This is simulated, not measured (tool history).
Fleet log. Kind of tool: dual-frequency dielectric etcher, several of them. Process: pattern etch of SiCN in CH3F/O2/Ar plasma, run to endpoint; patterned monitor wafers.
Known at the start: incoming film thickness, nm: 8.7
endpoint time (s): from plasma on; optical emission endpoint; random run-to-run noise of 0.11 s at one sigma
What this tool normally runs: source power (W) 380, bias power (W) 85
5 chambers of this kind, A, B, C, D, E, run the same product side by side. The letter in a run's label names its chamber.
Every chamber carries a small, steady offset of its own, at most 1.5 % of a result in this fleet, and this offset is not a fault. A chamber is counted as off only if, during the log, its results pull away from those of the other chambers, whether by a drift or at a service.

run   hour  source power (W)  bias power (W)  endpoint time (s)
       6.7  -- chamber B: source power generator calibrated
 1C   12.2               380              85             22.346
 2D   25.1               380              85             22.205
 3B   36.4               380              85             22.383
 4A   43.9               380              85             22.418
 5E   50.4               380              85             21.984
 6C   60.6               380              85             22.285
 7E   69.5               380              85             21.961
 8B   80.3               380              85             22.208
 9D     91               380              85             22.118
10A   99.5               380              85             22.342
11C  105.9               380              85             22.339
12A  113.1               380              85             22.429
13D    120               380              85             22.156
14B  129.8               380              85             22.356
15E  140.9               440              85              20.99
16B  154.3               440              85             21.006
17C  166.1               440              85             21.326
     169.5  -- chamber A: wet clean of the chamber
18D  179.4               440              85             20.885
19A  192.3               440              85             21.225
     196.6  -- chamber C: wet clean of the chamber
20E  200.9               380              85             21.925
21A  206.7               380              85             22.524
22B  213.2               380              85             22.306
23E  222.4               380              85             21.944
24D  228.5               380              85             22.288
25C  238.7               380              85             22.405
26B    251               300             102             22.545
27D  258.5               300             102             22.594
28E  265.4               300             102             22.699
29A  272.3               300             102             22.857
30C  281.3               300             102             22.896
31B  291.6               380              85             22.493
32A  299.2               380              85             22.414
33E  305.5               380              85             22.218
34C    314               380              85             22.347

Each of the 5 chambers runs these same settings next. Fill in every chamber's results:
35A  323.6               380              74                  ?
35B  323.6               380              74                  ?
35C  323.6               380              74                  ?
35D  323.6               380              74                  ?
35E  323.6               380              74                  ?

run  endpoint time (s)
35A             23.705
35B             23.415
35C             23.488
35D             23.378
35E             23.174
